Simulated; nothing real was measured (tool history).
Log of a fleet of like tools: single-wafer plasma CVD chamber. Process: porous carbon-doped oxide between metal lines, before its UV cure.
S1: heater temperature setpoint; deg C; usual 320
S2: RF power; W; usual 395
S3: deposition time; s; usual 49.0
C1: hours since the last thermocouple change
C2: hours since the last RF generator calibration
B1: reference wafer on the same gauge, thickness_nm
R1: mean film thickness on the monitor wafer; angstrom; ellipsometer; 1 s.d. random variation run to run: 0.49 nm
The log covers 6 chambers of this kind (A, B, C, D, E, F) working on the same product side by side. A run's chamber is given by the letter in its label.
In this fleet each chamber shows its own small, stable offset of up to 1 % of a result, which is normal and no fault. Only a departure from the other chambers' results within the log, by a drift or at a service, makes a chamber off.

run 1B hour=13.9 | S1=320 S2=395 S3=49.0 | C1=1347.2 C2=453.2 | B1=185.09 | R1=1967.1
run 2E hour=26.4 | S1=320 S2=395 S3=49.0 | C1=1241.0 C2=660.8 | B1=185.04 | R1=1976.1
run 3A hour=35.3 | S1=320 S2=395 S3=49.0 | C1=1231.2 C2=1039.8 | B1=185.06 | R1=1988.3
run 4C hour=44.6 | S1=320 S2=395 S3=49.0 | C1=1501.2 C2=912.5 | B1=185.18 | R1=1974.9
run 5D hour=53.7 | S1=320 S2=395 S3=49.0 | C1=2252.0 C2=821.1 | B1=184.98 | R1=1978.8
run 6F hour=63.1 | S1=320 S2=395 S3=49.0 | C1=644.7 C2=1685.5 | B1=185.15 | R1=1965.2
run 7A hour=75.0 | S1=320 S2=395 S3=49.0 | C1=1270.9 C2=1079.5 | B1=184.97 | R1=1984.2
run 8F hour=88.8 | S1=320 S2=395 S3=49.0 | C1=670.4 C2=1711.2 | B1=185.03 | R1=1972.8
run 9C hour=102.4 | S1=308 S2=395 S3=55.9 | C1=1559.0 C2=970.3 | B1=184.91 | R1=2381.3
run 10E hour=111.3 | S1=308 S2=395 S3=55.9 | C1=1325.9 C2=745.7 | B1=184.95 | R1=2398.0
run 11D hour=124.8 | S1=308 S2=395 S3=55.9 | C1=2323.1 C2=892.2 | B1=185.00 | R1=2388.3
run 12B hour=133.1 | S1=308 S2=395 S3=55.9 | C1=1466.4 C2=572.4 | B1=184.91 | R1=2389.4
run 13E hour=139.9 | S1=308 S2=395 S3=55.9 | C1=1354.5 C2=774.3 | B1=185.03 | R1=2413.4
run 14A hour=153.7 | S1=308 S2=395 S3=55.9 | C1=1349.6 C2=1158.2 | B1=185.05 | R1=2411.0
run 15C hour=160.7 | S1=320 S2=395 S3=49.0 | C1=1617.3 C2=1028.6 | B1=185.03 | R1=1969.7
run 16D hour=167.1 | S1=320 S2=395 S3=49.0 | C1=2365.4 C2=934.5 | B1=185.09 | R1=1965.6
-- hour=169.8 chamber F: RF generator calibrated
run 17F hour=174.5 | S1=320 S2=395 S3=58.4 | C1=756.1 C2=4.7 | B1=185.04 | R1=2346.9
-- hour=179.7 chamber B: thermocouple changed; heater temperature recalibrated
run 18B hour=182.0 | S1=320 S2=395 S3=58.4 | C1=2.3 C2=621.3 | B1=184.99 | R1=2272.4
run 19A hour=195.0 | S1=320 S2=395 S3=58.4 | C1=1390.9 C2=1199.5 | B1=184.93 | R1=2360.4
run 20E hour=204.8 | S1=320 S2=395 S3=58.4 | C1=1419.4 C2=839.2 | B1=185.02 | R1=2355.3
-- hour=214.9 chamber C: RF generator calibrated
run 21C hour=218.1 | S1=320 S2=395 S3=58.4 | C1=1674.7 C2=3.2 | B1=184.92 | R1=2347.5
run 22B hour=230.3 | S1=320 S2=395 S3=58.4 | C1=50.6 C2=669.6 | B1=185.05 | R1=2284.2
run 23F hour=239.1 | S1=320 S2=395 S3=49.0 | C1=820.7 C2=69.3 | B1=185.01 | R1=1975.4
run 24D hour=245.3 | S1=320 S2=395 S3=49.0 | C1=2443.6 C2=1012.7 | B1=184.93 | R1=1968.6
run 25A hour=252.8 | S1=320 S2=395 S3=49.0 | C1=1448.7 C2=1257.3 | B1=185.14 | R1=1984.6
run 26E hour=264.7 | S1=320 S2=395 S3=49.0 | C1=1479.3 C2=899.1 | B1=185.00 | R1=1984.6
run 27B hour=271.1 | S1=320 S2=395 S3=49.0 | C1=91.4 C2=710.4 | B1=184.97 | R1=1925.5
run 28D hour=283.9 | S1=330 S2=395 S3=49.0 | C1=2482.2 C2=1051.3 | B1=185.09 | R1=1874.4
run 29C hour=291.4 | S1=330 S2=395 S3=49.0 | C1=1748.0 C2=76.5 | B1=185.07 | R1=1872.3
run 30F hour=305.0 | S1=330 S2=395 S3=49.0 | C1=886.6 C2=135.2 | B1=185.04 | R1=1879.4
run 31D hour=315.1 | S1=330 S2=395 S3=49.0 | C1=2513.4 C2=1082.5 | B1=184.92 | R1=1878.8
run 32E hour=327.8 | S1=330 S2=395 S3=49.0 | C1=1542.4 C2=962.2 | B1=185.07 | R1=1884.7
-- hour=331.0 chamber C: thermocouple changed; heater temperature recalibrated
run 33C hour=339.4 | S1=330 S2=395 S3=49.0 | C1=8.4 C2=124.5 | B1=184.98 | R1=1887.2
run 34F hour=349.7 | S1=320 S2=395 S3=49.0 | C1=931.3 C2=179.9 | B1=185.01 | R1=1959.3
run 35A hour=360.1 | S1=320 S2=325 S3=40.4 | C1=1556.0 C2=1364.6 | B1=184.93 | R1=1404.1
run 36B hour=369.5 | S1=320 S2=325 S3=40.4 | C1=189.8 C2=808.8 | B1=185.08 | R1=1368.0
run 37B hour=377.1 | S1=320 S2=325 S3=40.4 | C1=197.4 C2=816.4 | B1=185.05 | R1=1379.4

The same settings go to every chamber for the next run, one line per chamber below. Forecast the results for each:
run 38A hour=387.2 | S1=320 S2=450 S3=49.0 | R1=?
run 38B hour=387.2 | S1=320 S2=450 S3=49.0 | R1=?
run 38C hour=387.2 | S1=320 S2=450 S3=49.0 | R1=?
run 38D hour=387.2 | S1=320 S2=450 S3=49.0 | R1=?
run 38E hour=387.2 | S1=320 S2=450 S3=49.0 | R1=?
run 38F hour=387.2 | S1=320 S2=450 S3=49.0 | R1=?

run=38A R1=2196.0
run=38B R1=2125.2
run=38C R1=2188.0
run=38D R1=2186.5
run=38E R1=2187.4
run=38F R1=2186.5

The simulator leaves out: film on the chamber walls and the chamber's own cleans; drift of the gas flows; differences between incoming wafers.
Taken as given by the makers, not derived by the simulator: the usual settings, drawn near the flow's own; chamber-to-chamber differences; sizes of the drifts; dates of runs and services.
